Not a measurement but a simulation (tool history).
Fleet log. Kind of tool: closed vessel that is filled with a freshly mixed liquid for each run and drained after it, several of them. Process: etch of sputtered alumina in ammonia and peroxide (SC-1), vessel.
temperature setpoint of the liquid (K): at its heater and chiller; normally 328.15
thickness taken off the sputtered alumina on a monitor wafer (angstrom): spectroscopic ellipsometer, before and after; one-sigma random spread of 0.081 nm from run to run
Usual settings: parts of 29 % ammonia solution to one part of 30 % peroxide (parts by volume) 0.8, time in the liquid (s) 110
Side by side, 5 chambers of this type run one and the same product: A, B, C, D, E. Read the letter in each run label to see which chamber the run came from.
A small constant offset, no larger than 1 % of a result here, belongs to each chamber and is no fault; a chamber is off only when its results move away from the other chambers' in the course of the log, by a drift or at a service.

run   hour  temperature setpoint of the liquid (K)  parts of 29 % ammonia solution to one part of 30 % peroxide (parts by volume)  time in the liquid (s)  read-back film thickness of the sputtered alumina reference wafer, read on the same gauge (nm)  thickness taken off the sputtered alumina on a monitor wafer (angstrom)
 1E    6.8                                  328.15                                                                            0.8                     110                                                                                          29.994                                                                    89.45
 2D   16.8                                  328.15                                                                            0.8                     110                                                                                           30.02                                                                   88.724
 3C   22.6                                  328.15                                                                            0.8                     110                                                                                          30.022                                                                   87.764
        23  -- chamber A: new drum of ammonia solution connected
 4A   31.4                                  328.15                                                                            0.8                     110                                                                                          30.018                                                                   88.763
 5B   39.6                                  328.15                                                                            1.2                     150                                                                                          30.011                                                                    125.8
 6C     46                                  328.15                                                                            1.2                     150                                                                                          29.991                                                                   125.05
 7B   57.5                                  328.15                                                                            1.2                     150                                                                                          29.999                                                                   126.87
 8D   66.8                                  328.15                                                                            1.2                     150                                                                                          30.025                                                                   127.39
 9E   74.5                                  328.15                                                                            1.2                     150                                                                                          29.996                                                                   124.69
10A   84.1                                  328.15                                                                            0.8                     110                                                                                          30.002                                                                   87.338
11C   93.5                                  328.15                                                                            0.8                     110                                                                                          29.986                                                                   85.602
     103.3  -- chamber B: new drum of ammonia solution connected
12E    104                                  328.15                                                                            0.8                     110                                                                                          30.044                                                                   87.627
13A  112.7                                  328.15                                                                            0.8                     110                                                                                          30.019                                                                   89.117
14B  118.4                                  328.15                                                                            0.8                     110                                                                                          30.011                                                                   87.058
15D  124.4                                  328.15                                                                            0.8                     110                                                                                          30.008                                                                   87.647
16C  132.4                                  328.15                                                                            0.8                     110                                                                                          30.007                                                                   84.629
17E  138.6                                  328.15                                                                            0.8                     110                                                                                          30.001                                                                   88.941
18D  148.1                                  328.15                                                                            0.8                     110                                                                                          30.019                                                                   89.196
19A  159.3                                  328.15                                                                            0.8                     110                                                                                          29.996                                                                   89.167
20B  167.5                                  328.15                                                                            0.8                     110                                                                                          30.022                                                                   88.058
21B  177.8                                  328.15                                                                            0.8                     110                                                                                          30.001                                                                   87.955
22D  186.7                                  328.15                                                                            0.8                     110                                                                                           30.01                                                                   89.128
23E    197                                  328.15                                                                            0.8                     110                                                                                          29.977                                                                   88.205
24C  206.6                                  331.15                                                                              1                     110                                                                                          30.033                                                                   99.167
25A  218.2                                  331.15                                                                              1                     110                                                                                          29.972                                                                   106.56
26D    227                                  331.15                                                                              1                     110                                                                                          30.002                                                                   105.41
27B  235.4                                  331.15                                                                              1                     110                                                                                          30.003                                                                   104.06
28E  244.6                                  331.15                                                                              1                     110                                                                                          29.985                                                                   104.79
29C  250.4                                  328.15                                                                           0.45                      65                                                                                          29.991                                                                   46.042
30A  259.3                                  328.15                                                                           0.45                      65                                                                                          30.024                                                                   49.596
31E  264.4                                  328.15                                                                           0.45                      65                                                                                          29.991                                                                   49.009

Read the log: is a single chamber off, either drifting away or since a service, is the gauge that measures every chamber drifting, or is nothing wrong beyond small per-chamber offsets? Name any odd chamber and what most likely caused it.

Little by little, chamber C moves away from the other chambers.
What lies behind it: liquid colder than its thermometer reads (K) = 1.4.

Chamber C could run next with any of the 4 candidate recipes listed below; each alters the usual settings, and their results appear as question marks. Which one brings its results back in line with what the other chambers deliver on the usual settings?
Allowed miss from the other chambers' usual-settings mean, per result, to count as in line: thickness taken off the sputtered alumina on a monitor wafer (angstrom) 2.8
32C-1  272.7                                  328.65                                                                            0.8                     115                                                                                                                                                                        ?
32C-2  272.7                                  326.65                                                                            0.8                     110                                                                                                                                                                        ?
32C-3  272.7                                  325.15                                                                            0.8                     110                                                                                                                                                                        ?
32C-4  272.7                                  329.65                                                                            0.8                     120                                                                                                                                                                        ?

Other chambers, usual settings, mean: thickness taken off the sputtered alumina on a monitor wafer (angstrom) 88.393
  run  thickness taken off the sputtered alumina on a monitor wafer (angstrom)
32C-1                                                                     88.3
32C-2                                                                   75.923
32C-3                                                                   70.043
32C-4                                                                   97.129
32C-1 brings the chamber back in line.
